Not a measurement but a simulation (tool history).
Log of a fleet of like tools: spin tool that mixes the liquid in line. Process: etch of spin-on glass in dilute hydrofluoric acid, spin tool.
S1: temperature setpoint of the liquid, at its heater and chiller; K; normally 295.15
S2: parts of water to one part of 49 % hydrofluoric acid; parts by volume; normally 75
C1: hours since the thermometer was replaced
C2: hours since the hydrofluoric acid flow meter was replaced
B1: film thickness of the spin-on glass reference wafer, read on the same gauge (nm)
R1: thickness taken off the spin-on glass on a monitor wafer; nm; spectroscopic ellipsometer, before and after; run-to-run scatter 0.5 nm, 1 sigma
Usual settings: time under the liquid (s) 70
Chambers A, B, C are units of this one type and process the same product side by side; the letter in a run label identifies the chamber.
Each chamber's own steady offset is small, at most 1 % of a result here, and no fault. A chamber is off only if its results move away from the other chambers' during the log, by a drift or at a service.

run 1B hour=9.2 | S1=295.15 S2=75 time_under_the_liquid_(s)=70 | C1=1125.8 C2=404.8 | B1=119.98 | R1=60.887
run 2A hour=18.9 | S1=295.15 S2=75 time_under_the_liquid_(s)=70 | C1=1123.6 C2=257.2 | B1=120.01 | R1=60.982
run 3C hour=26.7 | S1=295.15 S2=75 time_under_the_liquid_(s)=70 | C1=536.1 C2=1071.5 | B1=120.02 | R1=60.410
run 4A hour=34.0 | S1=295.15 S2=75 time_under_the_liquid_(s)=70 | C1=1138.7 C2=272.3 | B1=120.00 | R1=61.239
run 5C hour=43.2 | S1=295.15 S2=75 time_under_the_liquid_(s)=70 | C1=552.6 C2=1088.0 | B1=120.00 | R1=61.960
run 6B hour=50.9 | S1=295.15 S2=75 time_under_the_liquid_(s)=70 | C1=1167.5 C2=446.5 | B1=120.03 | R1=60.146
run 7A hour=60.7 | S1=295.15 S2=75 time_under_the_liquid_(s)=70 | C1=1165.4 C2=299.0 | B1=120.00 | R1=59.914
-- hour=64.0 chamber A: thermometer replaced
run 8B hour=68.3 | S1=295.15 S2=75 time_under_the_liquid_(s)=70 | C1=1184.9 C2=463.9 | B1=119.99 | R1=61.572
run 9C hour=76.9 | S1=295.15 S2=105 time_under_the_liquid_(s)=110 | C1=586.3 C2=1121.7 | B1=119.98 | R1=66.673
run 10B hour=85.3 | S1=295.15 S2=105 time_under_the_liquid_(s)=110 | C1=1201.9 C2=480.9 | B1=119.99 | R1=66.584
-- hour=89.5 chamber B: hydrofluoric acid flow meter replaced
run 11A hour=93.4 | S1=295.15 S2=105 time_under_the_liquid_(s)=110 | C1=29.5 C2=331.7 | B1=120.00 | R1=65.493
run 12C hour=99.1 | S1=295.15 S2=75 time_under_the_liquid_(s)=70 | C1=608.5 C2=1143.9 | B1=119.98 | R1=61.805
run 13C hour=107.9 | S1=295.15 S2=75 time_under_the_liquid_(s)=70 | C1=617.3 C2=1152.7 | B1=119.99 | R1=61.523
run 14A hour=117.6 | S1=295.15 S2=75 time_under_the_liquid_(s)=70 | C1=53.7 C2=355.9 | B1=120.02 | R1=60.237
run 15B hour=125.9 | S1=295.15 S2=75 time_under_the_liquid_(s)=70 | C1=1242.5 C2=36.4 | B1=120.01 | R1=60.561
run 16C hour=130.9 | S1=295.15 S2=75 time_under_the_liquid_(s)=70 | C1=640.3 C2=1175.7 | B1=120.02 | R1=61.686
run 17B hour=136.1 | S1=295.15 S2=75 time_under_the_liquid_(s)=70 | C1=1252.7 C2=46.6 | B1=120.02 | R1=62.349
run 18A hour=144.7 | S1=295.15 S2=105 time_under_the_liquid_(s)=70 | C1=80.8 C2=383.0 | B1=119.99 | R1=41.947
run 19A hour=149.3 | S1=295.15 S2=105 time_under_the_liquid_(s)=70 | C1=85.4 C2=387.6 | B1=119.98 | R1=41.179
-- hour=158.3 chamber B: thermometer replaced
run 20C hour=158.5 | S1=295.15 S2=105 time_under_the_liquid_(s)=70 | C1=667.9 C2=1203.3 | B1=119.95 | R1=42.802
run 21B hour=166.3 | S1=295.15 S2=75 time_under_the_liquid_(s)=70 | C1=8.1 C2=76.8 | B1=120.01 | R1=60.690
run 22C hour=173.8 | S1=295.15 S2=75 time_under_the_liquid_(s)=70 | C1=683.2 C2=1218.6 | B1=120.01 | R1=62.126

All 3 chambers run these settings next. Forecast each chamber's results:
run 23A hour=181.0 | S1=297.15 S2=75 time_under_the_liquid_(s)=70 | R1=?
run 23B hour=181.0 | S1=297.15 S2=75 time_under_the_liquid_(s)=70 | R1=?
run 23C hour=181.0 | S1=297.15 S2=75 time_under_the_liquid_(s)=70 | R1=?

run=23A R1=65.190
run=23B R1=66.842
run=23C R1=66.415

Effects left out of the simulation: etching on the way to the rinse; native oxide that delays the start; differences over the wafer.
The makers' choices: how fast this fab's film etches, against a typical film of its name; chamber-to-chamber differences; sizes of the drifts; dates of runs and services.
